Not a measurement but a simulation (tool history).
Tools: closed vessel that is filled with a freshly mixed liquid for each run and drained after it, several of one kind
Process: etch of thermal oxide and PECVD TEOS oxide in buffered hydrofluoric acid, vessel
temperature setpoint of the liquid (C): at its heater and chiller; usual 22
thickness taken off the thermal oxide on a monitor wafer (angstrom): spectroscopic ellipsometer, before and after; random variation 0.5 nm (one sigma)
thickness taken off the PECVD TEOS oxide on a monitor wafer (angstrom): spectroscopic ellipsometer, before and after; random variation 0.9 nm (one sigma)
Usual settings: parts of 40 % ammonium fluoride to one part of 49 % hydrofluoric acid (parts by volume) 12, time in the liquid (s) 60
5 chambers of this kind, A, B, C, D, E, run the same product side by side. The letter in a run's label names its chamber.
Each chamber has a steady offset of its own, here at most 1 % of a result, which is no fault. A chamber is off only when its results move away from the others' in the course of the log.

run	day	temperature setpoint of the liquid (C)	parts of 40 % ammonium fluoride to one part of 49 % hydrofluoric acid (parts by volume)	time in the liquid (s)	read-back film thickness of the thermal oxide reference wafer, read on the same gauge (nm)	read-back film thickness of the PECVD TEOS oxide reference wafer, read on the same gauge (nm)	thickness taken off the thermal oxide on a monitor wafer (angstrom)	thickness taken off the PECVD TEOS oxide on a monitor wafer (angstrom)
1C	0.479	22	12	60	109.98	120.02	525.21	1049.4
# day 0.617: chamber B: hydrofluoric acid flow meter replaced
2A	0.833	22	12	60	110	120	533.38	1024.9
3B	1.317	22	12	60	110	119.99	532.7	1026.7
4D	1.858	22	12	60	110.02	120.01	534.22	1027.6
5E	2.333	22	12	60	110.02	119.98	538.04	1023.8
6D	2.854	20	12	60	110.01	119.98	472.62	920.42
7C	3.133	20	12	60	110.02	120	473.06	919.1
8E	3.475	20	12	60	110	120.01	478.07	925.98
9A	3.721	20	12	60	110	120	474.62	925.56
10B	4.179	20	12	60	109.98	119.99	471.63	914.64
11C	4.529	22	12	60	109.99	119.99	527.74	1033.7
12E	4.85	22	10.5	60	110.01	120.03	603.42	1163.4
13B	5.221	22	10.5	60	110.03	120.01	586.65	1185
14A	5.604	22	10.5	60	110	119.99	616.45	1184.5
15D	5.896	22	10.5	60	109.99	119.98	599.5	1140.4
16B	6.129	22	10.5	60	110.01	120	593.95	1176.1
17C	6.538	22	12	60	110.03	120	518.31	1043.6
18A	7.079	22	8.5	30	110.01	119.98	366.19	713.37
19E	7.317	22	8.5	30	110.02	120	359.97	699.88
20D	7.604	22	8.5	30	110.01	119.99	360.32	688.64
21E	8.038	22	8.5	30	110.04	120	360.73	709.28
22A	8.542	22	8.5	30	110.02	120	354.93	706
# day 8.771: chamber E: hydrofluoric acid flow meter replaced
23B	8.942	22	12	60	110.03	119.98	525.59	1023.3
24D	9.192	22	12	60	109.98	119.98	529.1	1016.9
# day 9.346: chamber A: thermometer replaced
25C	9.625	22	12	60	109.97	120	519.9	1030
26C	10.004	22	12	60	109.99	120.01	521.23	1025.2
27E	10.308	22	12	60	110	120.01	520.2	1036.1
28A	10.65	22	12	60	109.97	120	535.84	1030.6
29D	11.179	22	12	60	110	119.99	527.08	1000.9
30B	11.683	22	12	60	110.03	120.01	528.33	1022.8
31E	12.108	22	12	60	110.01	120.02	524.99	1018.1
32B	12.433	22	12	60	110	119.98	524.19	1021.1
33C	12.767	22	12	60	109.99	119.98	522.19	1036.3
34D	13.029	22	12	60	110	120.01	530.92	1028.5

Is one chamber off against the others, does the gauge drift, or is nothing wrong? If a chamber is off, say which, and what the likeliest cause is.

No chamber stands off beyond its own small offset, and the gauge holds steady.
